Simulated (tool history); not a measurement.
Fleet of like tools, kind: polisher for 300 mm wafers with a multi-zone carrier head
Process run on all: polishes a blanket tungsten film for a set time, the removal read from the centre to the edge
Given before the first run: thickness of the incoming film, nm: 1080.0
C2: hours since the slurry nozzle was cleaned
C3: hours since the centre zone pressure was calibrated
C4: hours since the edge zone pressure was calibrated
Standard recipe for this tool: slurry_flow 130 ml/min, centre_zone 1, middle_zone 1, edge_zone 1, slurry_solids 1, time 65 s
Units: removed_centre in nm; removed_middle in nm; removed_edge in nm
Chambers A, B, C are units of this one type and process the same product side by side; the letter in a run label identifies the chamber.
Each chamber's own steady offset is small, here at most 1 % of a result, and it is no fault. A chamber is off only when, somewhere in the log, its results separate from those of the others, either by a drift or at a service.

Run 1B, hour 14.9: usual settings; wafers polished on this pad 346; C2 132.9; C3 686.4; C4 709.4. Result: removed_centre 359.67 nm, removed_middle 352.75 nm, removed_edge 362.66 nm.
Run 2A, hour 21.6: usual settings; wafers polished on this pad 340; C2 394.3; C3 497; C4 898. Result: removed_centre 363.09 nm, removed_middle 368.37 nm, removed_edge 362.27 nm.
At hour 26.9: chamber A: slurry nozzle cleaned.
Run 3C, hour 35.3: usual settings; wafers polished on this pad 1342; C2 597.6; C3 241.8; C4 272. Result: removed_centre 358.45 nm, removed_middle 361.77 nm, removed_edge 358.12 nm.
At hour 42.5: chamber C: worn pad replaced by a new one.
Run 4B, hour 44.8: usual settings; wafers polished on this pad 663; C2 162.8; C3 716.3; C4 739.3. Result: removed_centre 359.77 nm, removed_middle 365.39 nm, removed_edge 363.89 nm.
Run 5A, hour 51.5: usual settings but slurry_flow 100 ml/min, time 43 s; wafers polished on this pad 658; C2 24.6; C3 526.9; C4 927.9. Result: removed_centre 220.89 nm, removed_middle 220.91 nm, removed_edge 229.62 nm.
Run 6C, hour 62.4: usual settings but slurry_flow 100 ml/min, time 43 s; wafers polished on this pad 211; C2 624.7; C3 268.9; C4 299.1. Result: removed_centre 220.6 nm, removed_middle 221.78 nm, removed_edge 227.79 nm.
Run 7B, hour 69.1: usual settings but slurry_flow 100 ml/min, time 43 s; wafers polished on this pad 921; C2 187.1; C3 740.6; C4 763.6. Result: removed_centre 221.4 nm, removed_middle 223.61 nm, removed_edge 228.38 nm.
Run 8A, hour 76.4: usual settings but time 48 s; wafers polished on this pad 922; C2 49.5; C3 551.8; C4 952.8. Result: removed_centre 267.7 nm, removed_middle 267.39 nm, removed_edge 268.44 nm.
At hour 76.9: chamber A: worn pad replaced by a new one.
Run 9C, hour 85.6: usual settings but time 48 s; wafers polished on this pad 457; C2 647.9; C3 292.1; C4 322.3. Result: removed_centre 268.11 nm, removed_middle 263.42 nm, removed_edge 268.02 nm.
Run 10B, hour 94.4: usual settings but time 48 s; wafers polished on this pad 1189; C2 212.4; C3 765.9; C4 788.9. Result: removed_centre 264.98 nm, removed_middle 268.73 nm, removed_edge 266.95 nm.
At hour 103.4: chamber B: worn pad replaced by a new one.
Run 11C, hour 105.3: usual settings; wafers polished on this pad 666; C2 667.6; C3 311.8; C4 342. Result: removed_centre 360.16 nm, removed_middle 359.05 nm, removed_edge 367.16 nm.
At hour 108: chamber C: edge zone pressure recalibrated.
Run 12A, hour 113.2: usual settings; wafers polished on this pad 385; C2 86.3; C3 588.6; C4 989.6. Result: removed_centre 360.06 nm, removed_middle 359.94 nm, removed_edge 361.44 nm.
At hour 114.8: chamber C: centre zone pressure recalibrated.
Run 13B, hour 123.7: usual settings; wafers polished on this pad 216; C2 241.7; C3 795.2; C4 818.2. Result: removed_centre 363.46 nm, removed_middle 348.77 nm, removed_edge 357.46 nm.
At hour 127.8: chamber A: edge zone pressure recalibrated.
Run 14A, hour 136.9: usual settings; wafers polished on this pad 636; C2 110; C3 612.3; C4 9.2. Result: removed_centre 359.08 nm, removed_middle 358.24 nm, removed_edge 365.76 nm.
Run 15C, hour 145.9: usual settings; wafers polished on this pad 1096; C2 708.2; C3 31.2; C4 37.9. Result: removed_centre 362.27 nm, removed_middle 360.75 nm, removed_edge 364.63 nm.
At hour 155.5: chamber A: worn pad replaced by a new one.
Run 16C, hour 157: usual settings but middle_zone 0.91, slurry_solids 0.85; wafers polished on this pad 1214; C2 719.3; C3 42.3; C4 49. Result: removed_centre 346.04 nm, removed_middle 314.6 nm, removed_edge 348.26 nm.
At hour 162.4: chamber C: worn pad replaced by a new one.
Run 17B, hour 165.8: usual settings but middle_zone 0.91, slurry_solids 0.85; wafers polished on this pad 662; C2 283.8; C3 837.3; C4 860.3. Result: removed_centre 351.13 nm, removed_middle 313.21 nm, removed_edge 346.12 nm.
Run 18A, hour 172.8: usual settings but middle_zone 0.91, slurry_solids 0.85; wafers polished on this pad 184; C2 145.9; C3 648.2; C4 45.1. Result: removed_centre 347.06 nm, removed_middle 311.4 nm, removed_edge 348.8 nm.
Run 19B, hour 182.7: usual settings; wafers polished on this pad 842; C2 300.7; C3 854.2; C4 877.2. Result: removed_centre 358.86 nm, removed_middle 363.22 nm, removed_edge 362.71 nm.
Run 20A, hour 195.7: usual settings; wafers polished on this pad 427; C2 168.8; C3 671.1; C4 68. Result: removed_centre 361.81 nm, removed_middle 356.98 nm, removed_edge 363.29 nm.
Run 21C, hour 204.3: usual settings; wafers polished on this pad 445; C2 766.6; C3 89.6; C4 96.3. Result: removed_centre 359.56 nm, removed_middle 357.79 nm, removed_edge 362.53 nm.
At hour 204.4: chamber B: slurry nozzle cleaned.
At hour 217: chamber B: edge zone pressure recalibrated.
Run 22C, hour 219.1: usual settings; wafers polished on this pad 602; C2 781.4; C3 104.4; C4 111.1. Result: removed_centre 362.08 nm, removed_middle 358.54 nm, removed_edge 360.43 nm.
At hour 222.5: chamber B: worn pad replaced by a new one.
Run 23A, hour 229.4: usual settings; wafers polished on this pad 784; C2 202.5; C3 704.8; C4 101.7. Result: removed_centre 357.12 nm, removed_middle 357.94 nm, removed_edge 363.56 nm.
Run 24B, hour 238.3: usual settings; wafers polished on this pad 168; C2 34; C3 909.8; C4 21.3. Result: removed_centre 363 nm, removed_middle 371.07 nm, removed_edge 358.24 nm.
At hour 243.4: chamber A: worn pad replaced by a new one.
Run 25C, hour 245: usual settings; wafers polished on this pad 877; C2 807.3; C3 130.3; C4 137. Result: removed_centre 360.59 nm, removed_middle 362.31 nm, removed_edge 361.81 nm.
At hour 253.1: chamber C: slurry nozzle cleaned.
At hour 255.7: chamber B: centre zone pressure recalibrated.
Run 26B, hour 256.7: usual settings; wafers polished on this pad 363; C2 52.4; C3 1; C4 39.7. Result: removed_centre 334.76 nm, removed_middle 361.13 nm, removed_edge 359.41 nm.
Run 27A, hour 268.9: usual settings; wafers polished on this pad 271; C2 242; C3 744.3; C4 141.2. Result: removed_centre 365.26 nm, removed_middle 363.04 nm, removed_edge 363.55 nm.
Run 28B, hour 282.1: usual settings; wafers polished on this pad 633; C2 77.8; C3 26.4; C4 65.1. Result: removed_centre 336.34 nm, removed_middle 362.33 nm, removed_edge 362.56 nm.
At hour 290.6: chamber C: worn pad replaced by a new one.
Run 29A, hour 293.6: usual settings but centre_zone 0.89; wafers polished on this pad 533; C2 266.7; C3 769; C4 165.9. Result: removed_centre 313.85 nm, removed_middle 353.92 nm, removed_edge 362.22 nm.
Run 30C, hour 306.1: usual settings but centre_zone 0.89; wafers polished on this pad 164; C2 53.1; C3 191.4; C4 198.1. Result: removed_centre 317.58 nm, removed_middle 361.49 nm, removed_edge 362.26 nm.
Run 31C, hour 320.4: usual settings but centre_zone 0.89; wafers polished on this pad 316; C2 67.4; C3 205.7; C4 212.4. Result: removed_centre 316.68 nm, removed_middle 369.32 nm, removed_edge 364.11 nm.
Run 32B, hour 328.1: usual settings; wafers polished on this pad 1121; C2 123.8; C3 72.4; C4 111.1. Result: removed_centre 339.01 nm, removed_middle 364.86 nm, removed_edge 360.78 nm.
At hour 330.6: chamber A: worn pad replaced by a new one.
Run 33A, hour 337.3: usual settings; wafers polished on this pad 71; C2 310.4; C3 812.7; C4 209.6. Result: removed_centre 359.88 nm, removed_middle 364.56 nm, removed_edge 363.81 nm.
Run 34A, hour 344.7: usual settings; wafers polished on this pad 150; C2 317.8; C3 820.1; C4 217. Result: removed_centre 362.41 nm, removed_middle 356.65 nm, removed_edge 361.3 nm.
Run 35C, hour 357.3: usual settings; wafers polished on this pad 707; C2 104.3; C3 242.6; C4 249.3. Result: removed_centre 362.07 nm, removed_middle 360.11 nm, removed_edge 363.26 nm.
Run 36B, hour 369.3: usual settings; wafers polished on this pad 1558; C2 165; C3 113.6; C4 152.3. Result: removed_centre 336.16 nm, removed_middle 358.54 nm, removed_edge 365.53 nm.
At hour 374.7: chamber B: worn pad replaced by a new one.
Run 37C, hour 376.2: usual settings; wafers polished on this pad 908; C2 123.2; C3 261.5; C4 268.2. Result: removed_centre 361.41 nm, removed_middle 360.61 nm, removed_edge 367.1 nm.
Run 38A, hour 387.8: usual settings; wafers polished on this pad 607; C2 360.9; C3 863.2; C4 260.1. Result: removed_centre 360.43 nm, removed_middle 357.18 nm, removed_edge 357.98 nm.
Run 39B, hour 394.8: usual settings but middle_zone 0.95, edge_zone 0.95; wafers polished on this pad 213; C2 190.5; C3 139.1; C4 177.8. Result: removed_centre 339.43 nm, removed_middle 338.29 nm, removed_edge 352.21 nm.
Run 40B, hour 406.1: usual settings but middle_zone 0.95, edge_zone 0.95; wafers polished on this pad 333; C2 201.8; C3 150.4; C4 189.1. Result: removed_centre 339.72 nm, removed_middle 347.54 nm, removed_edge 355.34 nm.

The same settings go to every chamber for the next run, one line per chamber below. Forecast the results for each:
Run 41A, hour 416.8: usual settings. Result: removed_centre ?, removed_middle ?, removed_edge ?.
Run 41B, hour 416.8: usual settings. Result: removed_centre ?, removed_middle ?, removed_edge ?.
Run 41C, hour 416.8: usual settings. Result: removed_centre ?, removed_middle ?, removed_edge ?.

run  removed_centre  removed_middle  removed_edge
41A          356.13          353.53        363.09
41B          332.48          365.67        361.74
41C          359.86           365.7        366.74
